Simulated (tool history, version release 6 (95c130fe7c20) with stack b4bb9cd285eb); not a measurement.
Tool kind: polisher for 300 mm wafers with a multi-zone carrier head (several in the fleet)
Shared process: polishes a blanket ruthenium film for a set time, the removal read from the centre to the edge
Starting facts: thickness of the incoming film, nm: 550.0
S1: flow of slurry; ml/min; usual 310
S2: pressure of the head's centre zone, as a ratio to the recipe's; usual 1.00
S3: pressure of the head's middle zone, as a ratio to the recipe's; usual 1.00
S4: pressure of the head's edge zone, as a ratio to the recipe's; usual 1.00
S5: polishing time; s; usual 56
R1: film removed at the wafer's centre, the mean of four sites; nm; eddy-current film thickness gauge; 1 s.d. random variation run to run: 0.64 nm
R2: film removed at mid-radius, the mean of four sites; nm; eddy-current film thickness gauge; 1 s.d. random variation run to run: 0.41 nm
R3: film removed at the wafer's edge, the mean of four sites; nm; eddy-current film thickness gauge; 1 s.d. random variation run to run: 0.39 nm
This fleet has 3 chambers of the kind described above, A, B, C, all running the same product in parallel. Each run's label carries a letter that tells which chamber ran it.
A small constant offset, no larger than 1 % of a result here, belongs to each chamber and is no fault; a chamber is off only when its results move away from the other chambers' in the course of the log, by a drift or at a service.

run	hour	S1	S2	S3	S4	S5	R1	R2	R3
1B	7.6	310	1.00	1.00	1.00	56	62.205	62.174	61.631
# hour 12.5: chamber B: worn pad replaced by a new one
2A	14.8	310	1.00	1.00	1.00	56	61.692	61.556	62.100
3C	21.4	310	1.00	1.00	1.00	56	62.227	62.281	62.737
4C	28.7	310	1.00	1.00	1.00	56	61.665	62.144	62.252
5B	35.9	310	1.00	1.00	1.00	56	64.090	62.874	61.715
6A	40.3	310	1.00	1.00	1.00	56	62.272	61.779	61.788
7A	46.6	310	1.00	1.00	1.00	56	61.875	62.253	61.385
8B	50.8	310	0.96	1.00	1.05	56	60.007	62.608	63.867
# hour 52.3: chamber B: centre zone pressure recalibrated
9C	55.0	310	0.96	1.00	1.05	56	58.916	62.118	64.579
10C	62.6	310	0.96	1.00	1.05	56	60.164	61.979	63.913
11A	69.5	240	1.00	1.00	1.00	56	59.288	59.894	60.052
12B	75.6	240	1.00	1.00	1.00	56	60.593	60.512	60.900
13C	81.3	240	1.00	1.00	1.00	56	60.550	60.736	60.743
# hour 82.3: chamber C: slurry nozzle cleaned
14A	86.1	310	1.00	1.00	1.00	56	60.553	60.529	60.173
# hour 86.6: chamber B: worn pad replaced by a new one
15B	90.6	310	1.00	1.00	1.00	56	62.033	62.361	61.174
16A	95.3	310	1.00	1.00	1.00	56	60.769	60.729	60.277
17B	101.2	310	1.00	1.00	1.00	56	62.193	63.406	61.915
18C	107.4	365	0.93	1.00	1.00	56	57.603	63.343	63.277
# hour 114.6: chamber C: worn pad replaced by a new one
19B	115.4	365	0.93	1.00	1.00	56	58.473	62.355	62.959
# hour 118.9: chamber A: slurry nozzle cleaned
20C	120.7	365	0.93	1.00	1.00	56	57.506	63.179	63.069
21A	126.3	310	1.00	1.00	1.00	56	59.213	59.555	59.228
22B	130.3	310	1.00	1.00	1.00	56	62.150	61.955	61.686
23A	138.8	310	1.00	1.00	1.00	56	60.011	58.962	58.247
24C	142.9	310	1.00	1.00	1.00	56	62.064	62.264	62.567
25C	149.0	310	1.00	1.00	1.00	56	62.808	62.123	62.615
26B	156.8	310	1.00	1.00	1.00	56	63.047	62.618	62.232
27A	160.5	310	1.00	1.00	1.00	56	58.410	57.689	57.407
# hour 164.6: chamber B: worn pad replaced by a new one
28C	165.1	310	1.00	0.94	1.00	56	62.299	59.157	63.121
29B	171.5	310	1.00	0.94	1.00	56	63.336	59.014	62.618
30A	176.9	310	1.00	0.94	1.00	56	57.582	54.199	57.117
31B	181.1	310	1.00	1.00	1.00	56	62.345	62.560	62.024
32A	189.3	310	1.00	1.00	1.00	56	58.274	57.281	56.557

All 3 chambers run these settings next. Forecast each chamber's results:
33A	195.4	310	1.00	1.00	1.00	56	?	?	?
33B	195.4	310	1.00	1.00	1.00	56	?	?	?
33C	195.4	310	1.00	1.00	1.00	56	?	?	?

run	R1	R2	R3
33A	56.163	56.833	56.616
33B	61.835	62.049	62.559
33C	61.862	62.318	62.150

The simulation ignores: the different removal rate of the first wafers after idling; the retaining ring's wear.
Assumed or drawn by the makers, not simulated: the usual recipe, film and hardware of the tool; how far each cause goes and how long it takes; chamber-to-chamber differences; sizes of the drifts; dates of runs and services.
